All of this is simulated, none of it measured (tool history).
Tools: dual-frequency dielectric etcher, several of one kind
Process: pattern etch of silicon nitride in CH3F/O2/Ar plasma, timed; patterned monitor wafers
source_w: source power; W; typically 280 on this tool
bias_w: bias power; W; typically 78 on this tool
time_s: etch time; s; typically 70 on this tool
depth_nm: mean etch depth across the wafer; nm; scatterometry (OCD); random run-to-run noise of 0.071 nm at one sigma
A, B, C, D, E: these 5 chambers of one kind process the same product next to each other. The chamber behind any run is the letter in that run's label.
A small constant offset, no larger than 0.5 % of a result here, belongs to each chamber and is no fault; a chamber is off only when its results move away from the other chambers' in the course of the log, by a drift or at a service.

run   hour  source_w  bias_w  time_s  hours since the last wet clean  hours since the last source power generator calibration  hours since the last bias power generator calibration  read-back reference wafer on the same gauge, depth_nm  depth_nm
 1C    8.2       280      78      70                           234.1                                                    715.9                                                 1392.7                                                 52.003    44.213
      17.3  -- chamber D: wet clean of the chamber
 2D   22.3       280      78      70                             5.1                                                    866.2                                                 1508.0                                                 52.005    43.974
      23.9  -- chamber B: bias power generator calibrated
 3E   33.8       280      78      70                           294.9                                                    592.9                                                  841.7                                                 52.001    44.153
 4A   43.6       280      78      70                           396.8                                                    791.4                                                 1611.5                                                 52.029    44.229
 5B   50.9       280      78      70                           418.9                                                    521.2                                                   27.0                                                 52.055    44.383
 6B   59.3       350      78      57                           427.3                                                    529.6                                                   35.4                                                 52.054    39.180
 7A   72.7       350      78      57                           425.9                                                    820.5                                                 1640.6                                                 52.052    39.065
 8C   86.8       350      78      57                           312.7                                                    794.5                                                 1471.3                                                 52.064    39.255
 9E   96.6       350      78      57                           357.7                                                    655.7                                                  904.5                                                 52.087    39.348
10D  109.4       350      78      57                            92.2                                                    953.3                                                 1595.1                                                 52.113    38.972
11D  123.0       280      78      70                           105.8                                                    966.9                                                 1608.7                                                 52.106    44.168
     124.9  -- chamber C: bias power generator calibrated
12A  135.0       280      78      70                           488.2                                                    882.8                                                 1702.9                                                 52.118    44.150
13C  146.4       280      78      70                           372.3                                                    854.1                                                   21.5                                                 52.138    44.206
14E  154.2       280      78      70                           415.3                                                    713.3                                                  962.1                                                 52.115    44.264
15B  166.5       280      78      70                           534.5                                                    636.8                                                  142.6                                                 52.132    44.432
16B  175.2       280      78      70                           543.2                                                    645.5                                                  151.3                                                 52.146    44.444
17D  185.5       280      78      70                           168.3                                                   1029.4                                                 1671.2                                                 52.130    44.206
     191.1  -- chamber E: wet clean of the chamber
18C  198.1       280      78      70                           424.0                                                    905.8                                                   73.2                                                 52.172    44.250
     210.9  -- chamber A: wet clean of the chamber
19A  211.3       280      78      70                             0.4                                                    959.1                                                 1779.2                                                 52.174    44.141
20E  223.9       280      78      70                            32.8                                                    783.0                                                 1031.8                                                 52.193    44.375
     227.8  -- chamber C: wet clean of the chamber
21D  235.6       280      78      70                           218.4                                                   1079.5                                                 1721.3                                                 52.190    44.275
22A  247.0       280      78      70                            36.1                                                    994.8                                                 1814.9                                                 52.210    44.335
     254.9  -- chamber B: wet clean of the chamber
23C  258.4       280      78      70                            30.6                                                    966.1                                                  133.5                                                 52.199    44.509
24B  266.6       280      78      70                            11.8                                                    736.9                                                  242.7                                                 52.218    44.481
25E  274.2       280      78      70                            83.1                                                    833.3                                                 1082.1                                                 52.193    44.414
26C  285.8       280      78      70                            58.0                                                    993.5                                                  160.9                                                 52.246    44.485
27A  294.4       340      59      70                            83.5                                                   1042.2                                                 1862.3                                                 52.259    43.491
28D  302.1       340      59      70                           284.9                                                   1146.0                                                 1787.8                                                 52.248    43.043
29E  312.8       340      59      70                           121.7                                                    871.9                                                 1120.7                                                 52.270    43.593
30B  326.8       340      59      70                            72.0                                                    797.1                                                  302.9                                                 52.261    43.299
31B  336.3       340      59      70                            81.5                                                    806.6                                                  312.4                                                 52.267    43.411
32A  342.6       280      78      70                           131.7                                                   1090.4                                                 1910.5                                                 52.277    44.400
33E  355.5       280      78      70                           164.4                                                    914.6                                                 1163.4                                                 52.280    44.557
34D  362.2       310      78      70                           345.0                                                   1206.1                                                 1847.9                                                 52.306    46.052
35C  369.9       310      78      70                           142.1                                                   1077.6                                                  245.0                                                 52.312    46.285
36E  382.5       310      78      70                           191.4                                                    941.6                                                 1190.4                                                 52.318    46.214
37A  397.0       310      78      70                           186.1                                                   1144.8                                                 1964.9                                                 52.342    46.100
38D  409.6       310      78      70                           392.4                                                   1253.5                                                 1895.3                                                 52.321    46.093

Read the log: is a single chamber off, either drifting away or since a service, is the gauge that measures every chamber drifting, or is nothing wrong beyond small per-chamber offsets? Name any odd chamber and what most likely caused it.

Every chamber seems to shift together because the gauge that measures them all drifts; the chambers themselves are fine.
Cause: gauge reads high (%) = 0.662.
